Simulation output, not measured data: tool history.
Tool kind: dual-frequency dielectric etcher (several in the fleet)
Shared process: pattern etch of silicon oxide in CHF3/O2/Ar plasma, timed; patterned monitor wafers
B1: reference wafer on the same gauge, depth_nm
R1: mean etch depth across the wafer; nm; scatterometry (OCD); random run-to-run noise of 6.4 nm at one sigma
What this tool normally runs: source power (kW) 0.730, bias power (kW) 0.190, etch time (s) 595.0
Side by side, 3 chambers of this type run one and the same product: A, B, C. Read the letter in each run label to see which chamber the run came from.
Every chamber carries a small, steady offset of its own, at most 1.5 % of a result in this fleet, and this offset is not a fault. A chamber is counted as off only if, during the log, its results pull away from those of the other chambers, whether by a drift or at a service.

Run 1A, hour 9.6: usual settings; B1 1389.6. Result: R1 1320.40 nm.
Run 2C, hour 20.3: usual settings; B1 1388.2. Result: R1 1301.90 nm.
Run 3B, hour 31.7: usual settings; B1 1392.1. Result: R1 1300.70 nm.
Run 4C, hour 40.3: usual settings; B1 1389.8. Result: R1 1273.60 nm.
At hour 53.3: chamber B: wet clean of the chamber.
Run 5A, hour 53.9: usual settings but source power (kW) 0.650, etch time (s) 479.5; B1 1389.2. Result: R1 1009.50 nm.
At hour 63.1: chamber C: wet clean of the chamber.
Run 6B, hour 66.6: usual settings but source power (kW) 0.650, etch time (s) 479.5; B1 1389.8. Result: R1 986.68 nm.
Run 7C, hour 74.0: usual settings but source power (kW) 0.650, etch time (s) 479.5; B1 1390.7. Result: R1 992.34 nm.
Run 8A, hour 81.9: usual settings; B1 1389.5. Result: R1 1311.20 nm.
Run 9B, hour 90.4: usual settings; B1 1391.0. Result: R1 1290.50 nm.
Run 10C, hour 98.9: usual settings; B1 1389.7. Result: R1 1290.70 nm.
Run 11B, hour 113.3: usual settings; B1 1388.8. Result: R1 1290.40 nm.
Run 12A, hour 121.6: usual settings but bias power (kW) 0.226, etch time (s) 503.5; B1 1390.1. Result: R1 1176.50 nm.
Run 13B, hour 134.5: usual settings but bias power (kW) 0.226, etch time (s) 503.5; B1 1390.4. Result: R1 1152.00 nm.
Run 14C, hour 143.5: usual settings but bias power (kW) 0.226, etch time (s) 503.5; B1 1390.4. Result: R1 1159.20 nm.
Run 15A, hour 155.3: usual settings; B1 1391.3. Result: R1 1306.40 nm.
Run 16A, hour 166.4: usual settings but source power (kW) 0.880; B1 1388.4. Result: R1 1421.80 nm.
Run 17C, hour 181.4: usual settings but source power (kW) 0.880; B1 1389.0. Result: R1 1394.00 nm.
Run 18B, hour 189.1: usual settings but source power (kW) 0.880; B1 1390.5. Result: R1 1378.50 nm.
Run 19A, hour 202.1: usual settings; B1 1388.9. Result: R1 1306.20 nm.
Run 20B, hour 214.3: usual settings; B1 1390.1. Result: R1 1275.40 nm.
Run 21C, hour 223.7: usual settings; B1 1389.7. Result: R1 1296.20 nm.
Run 22B, hour 235.4: usual settings; B1 1389.9. Result: R1 1285.80 nm.
Run 23A, hour 249.6: usual settings; B1 1390.3. Result: R1 1309.70 nm.
Run 24C, hour 259.4: usual settings; B1 1389.9. Result: R1 1296.80 nm.
Run 25B, hour 268.0: usual settings but bias power (kW) 0.158; B1 1391.0. Result: R1 1210.30 nm.
Run 26A, hour 275.7: usual settings but bias power (kW) 0.158; B1 1390.9. Result: R1 1234.00 nm.
Run 27C, hour 286.3: usual settings but bias power (kW) 0.158; B1 1388.2. Result: R1 1212.40 nm.
Run 28A, hour 298.4: usual settings but bias power (kW) 0.211, etch time (s) 507.5; B1 1390.1. Result: R1 1167.10 nm.
Run 29C, hour 305.7: usual settings but bias power (kW) 0.211, etch time (s) 507.5; B1 1391.5. Result: R1 1139.30 nm.
Run 30B, hour 315.4: usual settings but bias power (kW) 0.211, etch time (s) 507.5; B1 1391.8. Result: R1 1139.90 nm.
Run 31A, hour 324.6: usual settings; B1 1391.0. Result: R1 1320.20 nm.
Run 32C, hour 340.4: usual settings; B1 1391.3. Result: R1 1290.80 nm.
Run 33B, hour 348.2: usual settings; B1 1389.6. Result: R1 1271.30 nm.
Run 34C, hour 356.8: usual settings; B1 1389.9. Result: R1 1296.00 nm.
Run 35B, hour 372.5: usual settings; B1 1389.5. Result: R1 1286.60 nm.
Run 36A, hour 384.9: usual settings; B1 1389.9. Result: R1 1315.20 nm.

Predict what each chamber gives when all 3 of them run the settings below next.
Run 37A, hour 396.9: usual settings but bias power (kW) 0.214. Result: R1 ?.
Run 37B, hour 396.9: usual settings but bias power (kW) 0.214. Result: R1 ?.
Run 37C, hour 396.9: usual settings but bias power (kW) 0.214. Result: R1 ?.

run       R1
37A  1369.70
37B  1349.50
37C  1344.40

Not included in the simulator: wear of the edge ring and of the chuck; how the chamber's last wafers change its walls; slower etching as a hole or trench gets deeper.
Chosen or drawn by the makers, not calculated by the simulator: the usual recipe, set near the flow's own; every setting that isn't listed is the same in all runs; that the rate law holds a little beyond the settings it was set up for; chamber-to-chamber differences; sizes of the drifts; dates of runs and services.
